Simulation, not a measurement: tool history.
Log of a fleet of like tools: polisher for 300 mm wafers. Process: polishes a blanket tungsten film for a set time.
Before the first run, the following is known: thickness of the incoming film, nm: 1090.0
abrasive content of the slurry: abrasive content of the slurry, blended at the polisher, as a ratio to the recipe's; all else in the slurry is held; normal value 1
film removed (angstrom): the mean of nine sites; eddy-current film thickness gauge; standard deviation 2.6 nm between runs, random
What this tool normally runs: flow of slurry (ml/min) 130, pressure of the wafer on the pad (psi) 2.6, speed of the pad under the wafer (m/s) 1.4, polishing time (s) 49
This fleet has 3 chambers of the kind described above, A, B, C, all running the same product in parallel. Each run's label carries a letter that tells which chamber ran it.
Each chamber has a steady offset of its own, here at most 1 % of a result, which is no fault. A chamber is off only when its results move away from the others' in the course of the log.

run	hour	flow of slurry (ml/min)	pressure of the wafer on the pad (psi)	speed of the pad under the wafer (m/s)	abrasive content of the slurry	polishing time (s)	wafers polished on this pad	hours since the slurry nozzle was cleaned	hours since the head pressure was calibrated	hours since the slurry blender was calibrated	hours since the slurry got fresh peroxide	film removed (angstrom)
# hour 1: chamber A: slurry blender recalibrated
1A	7.5	130	2.6	1.4	1	49	219	331	661.3	6.6	69.5	1951.9
2B	15.5	130	2.6	1.4	1	49	369	534	346.8	35.8	25	1972.7
# hour 21.1: chamber C: worn pad replaced by a new one
3C	23.8	130	2.6	1.4	1	49	26	222.7	578.3	174.3	88.1	1999
4C	34.3	130	2.6	1.4	1	49	128	233.2	588.8	184.8	98.6	2003
5B	46.6	130	2.6	1.4	1	49	672	565.1	377.9	66.9	56.1	1988.4
# hour 48: chamber B: worn pad replaced by a new one
# hour 49.9: chamber C: slurry tank refilled with fresh slurry and peroxide
6A	57.2	130	2.6	1.4	1	49	703	380.7	711	56.3	119.2	1944.9
# hour 61: chamber A: worn pad replaced by a new one
# hour 70: chamber B: slurry tank refilled with fresh slurry and peroxide
7C	70	130	2.6	1.4	1	49	476	268.9	624.5	220.5	20.1	1993.6
8A	84	130	2.6	1.4	1	49	224	407.5	737.8	83.1	146	1938.8
9B	93.8	130	2.6	1.4	1	49	445	612.3	425.1	114.1	23.9	1960.5
# hour 93.9: chamber C: worn pad replaced by a new one
10B	100.5	130	2.6	1.4	1	49	511	619	431.8	120.8	30.6	1982
11A	107	130	2.6	1.4	1	49	448	430.5	760.8	106.1	169	1959.9
12C	115.2	130	2.6	1.4	1	49	207	314.1	669.7	265.7	65.3	1972.5
# hour 118.8: chamber A: head pressure recalibrated
# hour 121.1: chamber B: worn pad replaced by a new one
13C	121.6	130	2.6	1.4	1	49	269	320.5	676.1	272.1	71.7	1993.8
# hour 128.2: chamber A: worn pad replaced by a new one
14A	135.6	130	2.6	1.2	1	49	72	459.1	16.9	134.7	197.6	1660.2
15B	145.3	130	2.6	1.2	1	49	236	663.8	476.6	165.6	75.4	1734.1
# hour 149.2: chamber B: slurry tank refilled with fresh slurry and peroxide
16C	152.5	130	2.6	1.2	1	49	570	351.4	707	303	102.6	1689.1
17A	160.5	130	2.6	1.4	1	49	315	484	41.8	159.6	222.5	1909.6
18B	168.7	130	2.6	1.4	1	49	464	687.2	500	189	19.5	1957
# hour 175.2: chamber C: slurry tank refilled with fresh slurry and peroxide
19C	176.8	130	2.6	1.4	1	49	807	375.7	731.3	327.3	1.6	1975.5
# hour 179.8: chamber C: worn pad replaced by a new one
# hour 185.6: chamber C: slurry blender recalibrated
20A	186.5	130	2.6	1.4	1	49	568	510	67.8	185.6	248.5	1855.9
21B	197.9	130	2.6	1.4	1	49	748	716.4	529.2	218.2	48.7	1980.7
# hour 198.9: chamber A: worn pad replaced by a new one
# hour 199.7: chamber B: worn pad replaced by a new one
22A	204.2	130	2.6	1.4	1	49	52	527.7	85.5	203.3	266.2	1904.7
23B	213.8	130	2.6	1.4	1	59	137	732.3	545.1	234.1	64.6	2352
24C	223.4	130	2.6	1.4	1	59	425	422.3	777.9	37.9	48.2	2391
# hour 224.1: chamber B: slurry tank refilled with fresh slurry and peroxide
25B	236.6	130	2.6	1.4	1	59	359	755.1	567.9	256.9	12.5	2396.5
26C	244	130	2.6	1.4	1	49	625	442.9	798.5	58.5	68.8	1974.3
# hour 252.1: chamber C: worn pad replaced by a new one
# hour 256: chamber B: slurry blender recalibrated
27A	256.7	130	2.6	1.4	1	49	563	580.2	138	255.8	318.7	1878.1
28A	263.9	130	2.6	1.4	1	49	633	587.4	145.2	263	325.9	1816.9
# hour 264.8: chamber B: worn pad replaced by a new one
# hour 274.5: chamber A: worn pad replaced by a new one
29B	274.7	130	2.6	1.4	1	49	96	793.2	606	18.8	50.6	1999.9
30C	286.8	130	2.6	1.4	1	49	337	485.7	841.3	101.3	111.6	2010.2
# hour 292.9: chamber C: slurry tank refilled with fresh slurry and peroxide
# hour 297.1: chamber B: head pressure recalibrated
31A	298.4	130	2.6	1.4	1	49	233	621.9	179.7	297.5	360.4	1841.1
# hour 303: chamber B: slurry tank refilled with fresh slurry and peroxide
32B	311.5	130	2.6	1.4	0.8	49	455	830	14.4	55.6	8.5	1914
33C	320.2	130	2.6	1.4	0.8	49	663	519.1	874.7	134.7	27.3	1865.2
# hour 320.8: chamber C: worn pad replaced by a new one
34A	328.7	130	2.6	1.4	0.8	49	528	652.2	210	327.8	390.7	1705.9
# hour 340.6: chamber B: slurry nozzle cleaned
35B	341.9	130	2.6	1.4	1	49	751	1.4	44.8	86	38.9	1983.8
36C	350.1	130	2.6	1.4	1	49	286	549	904.6	164.6	57.2	1978.4

One chamber off, gauge drift, or nothing amiss beyond the chambers' own small offsets? If it is a chamber, which one, and what is the likeliest cause?

Little by little, chamber A moves away from the other chambers.
Likeliest cause: peroxide lost from the slurry, % = 22.4.
Not necessarily distinguishable in this log from: slurry flow missing at the pad, %; head's pressure below its setpoint, %; abrasive missing from the slurry, %.

Below are 4 candidate recipes for chamber A's next run, each the usual settings with a change, their results shown as question marks. Which of them brings A's results back in line with what the other chambers give on the usual settings?
In line means no further than this from the other chambers' mean on the usual settings: film removed (angstrom) 92
37A-1	360.2	130	2.6	1.48	1	52						?
37A-2	360.2	130	2.6	1.4	0.6	49						?
37A-3	360.2	130	2.6	1.38	1	49						?
37A-4	360.2	130	2.6	1.42	1	49						?

Usual-settings mean across the other chambers: film removed (angstrom) 1983.6
run	film removed (angstrom)
37A-1	1997.8
37A-2	1576.4
37A-3	1757.1
37A-4	1807.3
With 37A-1, the chamber falls back in line with the rest.
